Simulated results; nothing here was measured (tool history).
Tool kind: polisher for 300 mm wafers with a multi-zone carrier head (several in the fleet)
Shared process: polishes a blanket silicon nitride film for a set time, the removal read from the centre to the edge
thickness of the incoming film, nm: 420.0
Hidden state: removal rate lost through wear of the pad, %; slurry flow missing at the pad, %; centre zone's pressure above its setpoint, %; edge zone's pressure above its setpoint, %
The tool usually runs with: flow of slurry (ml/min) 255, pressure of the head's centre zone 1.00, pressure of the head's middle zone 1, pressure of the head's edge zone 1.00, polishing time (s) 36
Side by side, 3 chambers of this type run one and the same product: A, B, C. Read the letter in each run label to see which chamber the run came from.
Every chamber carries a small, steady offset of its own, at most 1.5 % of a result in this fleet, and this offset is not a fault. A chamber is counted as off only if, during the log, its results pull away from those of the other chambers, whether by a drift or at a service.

run,hour,flow of slurry (ml/min),pressure of the head's centre zone,pressure of the head's middle zone,pressure of the head's edge zone,polishing time (s),wafers polished on this pad,hours since the slurry nozzle was cleaned,hours since the centre zone pressure was calibrated,hours since the edge zone pressure was calibrated,film removed at the wafer's centre (nm),film removed at mid-radius (nm),film removed at the wafer's edge (nm)
# hour 3.0: chamber C: centre zone pressure recalibrated
1C,4.7,255,1.00,1,1.00,36,232,182.3,1.7,275.6,100.470,100.770,104.620
2A,8.4,255,1.00,1,1.00,36,651,305.9,105.0,227.8,97.956,102.620,100.140
3B,14.7,255,1.00,1,1.00,36,540,95.6,52.2,1118.5,100.020,102.660,101.610
4C,18.6,255,1.00,1,1.00,36,436,196.2,15.6,289.5,98.306,100.910,102.510
# hour 19.4: chamber A: worn pad replaced by a new one
5A,23.0,255,1.00,1,0.91,36,54,320.5,119.6,242.4,99.980,98.705,97.475
6B,28.6,255,1.00,1,0.91,36,745,109.5,66.1,1132.4,100.460,99.682,95.947
7A,34.6,255,1.00,1,0.91,36,224,332.1,131.2,254.0,100.020,100.540,93.650
8C,38.2,255,1.00,1,1.00,36,724,215.8,35.2,309.1,98.537,99.779,101.120
9B,41.9,255,1.00,1,1.00,36,940,122.8,79.4,1145.7,101.170,100.660,98.282
10A,47.9,255,1.08,1,1.00,36,420,345.4,144.5,267.3,109.560,102.190,100.570
11C,52.7,255,1.08,1,1.00,36,938,230.3,49.7,323.6,108.030,100.790,98.523
12B,55.5,255,1.08,1,1.00,36,1140,136.4,93.0,1159.3,108.230,100.690,99.682
13B,61.5,200,0.96,1,1.00,36,1229,142.4,99.0,1165.3,90.851,96.561,94.369
14C,64.4,200,0.96,1,1.00,36,1110,242.0,61.4,335.3,93.062,96.089,98.298
15A,70.4,200,0.96,1,1.00,36,751,367.9,167.0,289.8,92.413,97.113,96.656
16B,75.2,255,1.00,1,1.00,36,1430,156.1,112.7,1179.0,98.984,97.435,97.576
17A,79.1,255,1.00,1,1.00,36,879,376.6,175.7,298.5,99.873,100.540,99.086
18C,82.1,255,1.00,1,1.00,36,1370,259.7,79.1,353.0,98.167,99.866,101.670
# hour 84.3: chamber A: worn pad replaced by a new one
19A,87.8,255,1.00,1,1.00,36,52,385.3,184.4,307.2,102.090,99.109,100.690
# hour 88.0: chamber C: worn pad replaced by a new one
20B,92.0,255,1.00,1,1.00,36,1677,172.9,129.5,1195.8,95.336,94.306,92.402
21C,96.3,255,1.00,1,1.00,36,122,273.9,93.3,367.2,101.750,99.727,99.068
22B,102.0,255,1.00,1,1.00,36,1824,182.9,139.5,1205.8,95.285,92.829,96.859
# hour 103.7: chamber A: edge zone pressure recalibrated
23C,106.6,255,1.00,1,1.00,36,274,284.2,103.6,377.5,99.810,100.990,104.170
24A,111.6,255,1.00,1,1.00,36,402,409.1,208.2,7.9,99.207,99.772,101.310
25A,116.6,255,1.00,1,1.00,36,475,414.1,213.2,12.9,99.814,99.297,100.180
26B,119.3,255,1.00,1,1.00,36,2079,200.2,156.8,1223.1,93.402,89.292,93.473
27C,122.4,255,1.00,1,1.00,36,506,300.0,119.4,393.3,100.470,101.190,100.930
# hour 125.8: chamber B: edge zone pressure recalibrated
28C,127.9,255,1.00,1,1.00,36,587,305.5,124.9,398.8,102.260,101.940,101.810
29A,130.9,255,1.00,1,1.00,36,686,428.4,227.5,27.2,98.665,103.530,101.010
30B,135.1,255,1.00,1,1.00,36,2311,216.0,172.6,9.3,91.112,88.332,89.381
31A,140.6,255,1.00,1,1.00,36,828,438.1,237.2,36.9,102.030,98.781,98.274
32C,143.8,255,1.00,1,1.00,36,821,321.4,140.8,414.7,100.520,102.220,99.600

What goes on in this fleet: one chamber off, a drifting gauge, or nothing beyond the chambers' own small offsets? Name the chamber and the cause, if any.

One chamber, B, drifts off from the rest bit by bit.
Likeliest cause: removal rate lost through wear of the pad, % = 12.3.

Here are 4 candidates for chamber B's next run, each the usual settings with a change, their results left as question marks. Which one brings its results back in line with what the others give on the usual settings?
In line means no further than this from the other chambers' mean on the usual settings: film removed at the wafer's centre (nm) 4.900; film removed at mid-radius (nm) 4.200; film removed at the wafer's edge (nm) 5.000
33B-1,148.3,255,1.02,1.01,0.98,32,,,,,?,?,?
33B-2,148.3,255,0.99,0.99,1.02,41,,,,,?,?,?
33B-3,148.3,255,1.02,1.02,0.96,28,,,,,?,?,?
33B-4,148.3,255,0.98,0.98,1.04,46,,,,,?,?,?

Average result of the remaining chambers running the usual settings: film removed at the wafer's centre (nm) 100.040; film removed at mid-radius (nm) 100.440; film removed at the wafer's edge (nm) 100.630
run,film removed at the wafer's centre (nm),film removed at mid-radius (nm),film removed at the wafer's edge (nm)
33B-1,80.671,79.537,77.202
33B-2,100.070,100.050,101.020
33B-3,70.593,70.233,66.833
33B-4,111.040,111.210,114.520
It is 33B-2 that realigns the chamber with its peers.
